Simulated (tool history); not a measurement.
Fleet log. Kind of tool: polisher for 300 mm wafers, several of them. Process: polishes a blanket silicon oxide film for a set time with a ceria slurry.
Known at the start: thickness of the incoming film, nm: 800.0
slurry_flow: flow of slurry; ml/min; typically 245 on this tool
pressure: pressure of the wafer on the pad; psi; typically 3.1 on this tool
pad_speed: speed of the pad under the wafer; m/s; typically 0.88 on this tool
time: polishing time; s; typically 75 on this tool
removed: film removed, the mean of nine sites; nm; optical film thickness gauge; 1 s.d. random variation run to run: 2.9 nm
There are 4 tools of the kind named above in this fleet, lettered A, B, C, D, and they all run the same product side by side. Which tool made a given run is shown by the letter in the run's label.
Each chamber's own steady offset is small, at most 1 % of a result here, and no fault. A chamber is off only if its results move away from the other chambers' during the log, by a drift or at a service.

| run | day | slurry_flow | pressure | pad_speed | time | removed |
|---|---|---|---|---|---|---|
| 1C | 0.300 | 245 | 3.1 | 0.88 | 75 | 327.85 |
| 2B | 0.646 | 245 | 3.1 | 0.88 | 75 | 330.87 |
|  | 1.129 | chamber D: worn pad replaced by a new one |
| 3D | 1.267 | 245 | 3.1 | 0.88 | 75 | 332.84 |
| 4A | 1.550 | 245 | 3.1 | 0.88 | 75 | 327.59 |
|  | 1.788 | chamber A: worn pad replaced by a new one |
| 5B | 1.921 | 245 | 3.1 | 0.88 | 75 | 327.85 |
| 6C | 2.521 | 245 | 3.1 | 0.88 | 75 | 334.03 |
| 7A | 2.979 | 245 | 3.1 | 0.88 | 75 | 329.65 |
| 8D | 3.458 | 245 | 3.1 | 0.88 | 75 | 330.78 |
|  | 3.500 | chamber B: slurry nozzle cleaned |
| 9D | 3.954 | 245 | 3.1 | 0.88 | 75 | 331.50 |
|  | 4.096 | chamber C: worn pad replaced by a new one |
|  | 4.108 | chamber B: worn pad replaced by a new one |
| 10B | 4.488 | 245 | 3.1 | 0.88 | 75 | 330.35 |
| 11A | 4.871 | 245 | 3.1 | 0.88 | 75 | 324.65 |
| 12C | 5.296 | 245 | 3.1 | 0.88 | 75 | 329.92 |
|  | 5.638 | chamber C: slurry nozzle cleaned |
| 13B | 5.804 | 245 | 3.7 | 0.88 | 75 | 391.93 |
| 14D | 6.129 | 245 | 3.7 | 0.88 | 75 | 389.74 |
| 15A | 6.662 | 245 | 3.7 | 0.88 | 75 | 394.69 |
| 16C | 7.000 | 245 | 3.7 | 0.88 | 75 | 392.79 |
| 17A | 7.350 | 245 | 3.1 | 0.88 | 50 | 219.07 |
| 18C | 7.858 | 245 | 3.1 | 0.88 | 50 | 220.18 |
| 19D | 8.288 | 245 | 3.1 | 0.88 | 50 | 221.78 |
| 20B | 8.692 | 245 | 3.1 | 0.88 | 50 | 219.87 |
|  | 8.708 | chamber D: slurry nozzle cleaned |
|  | 8.946 | chamber D: worn pad replaced by a new one |
|  | 9.283 | chamber A: worn pad replaced by a new one |
| 21C | 9.317 | 245 | 3.1 | 0.88 | 75 | 329.62 |
| 22D | 9.650 | 185 | 3.1 | 0.88 | 61 | 257.78 |
|  | 9.925 | chamber A: slurry nozzle cleaned |
| 23A | 10.142 | 185 | 3.1 | 0.88 | 61 | 261.15 |
|  | 10.196 | chamber B: worn pad replaced by a new one |
| 24B | 10.425 | 185 | 3.1 | 0.88 | 61 | 261.99 |
|  | 10.729 | chamber C: worn pad replaced by a new one |
| 25B | 10.842 | 185 | 3.1 | 0.88 | 61 | 255.69 |
| 26A | 11.238 | 245 | 3.1 | 0.88 | 75 | 323.75 |
| 27C | 11.683 | 245 | 3.4 | 0.88 | 75 | 360.38 |
| 28D | 11.954 | 245 | 3.4 | 0.88 | 75 | 361.42 |
| 29D | 12.412 | 245 | 3.4 | 0.88 | 75 | 363.90 |
|  | 12.758 | chamber D: head pressure recalibrated |
| 30B | 12.888 | 245 | 3.4 | 0.88 | 75 | 363.97 |
| 31C | 13.254 | 245 | 3.1 | 0.88 | 75 | 328.37 |
| 32A | 13.667 | 245 | 3.1 | 0.88 | 75 | 327.93 |
| 33D | 14.121 | 245 | 3.1 | 0.88 | 75 | 333.38 |
|  | 14.662 | chamber B: head pressure recalibrated |
| 34B | 14.662 | 245 | 3.1 | 0.88 | 75 | 326.35 |
| 35C | 15.158 | 245 | 3.1 | 0.88 | 75 | 329.76 |
| 36A | 15.454 | 245 | 3.1 | 0.88 | 75 | 331.07 |
| 37A | 15.975 | 245 | 3.1 | 0.88 | 75 | 327.90 |
| 38B | 16.538 | 245 | 3.1 | 0.88 | 75 | 331.63 |

Is one chamber out of step, is the gauge drifting, or do the chambers differ by no more than their own small offsets? For an off chamber, give its letter and the likeliest cause.

The fleet is healthy, with each chamber sitting at its usual small offset and no drift in the gauge.
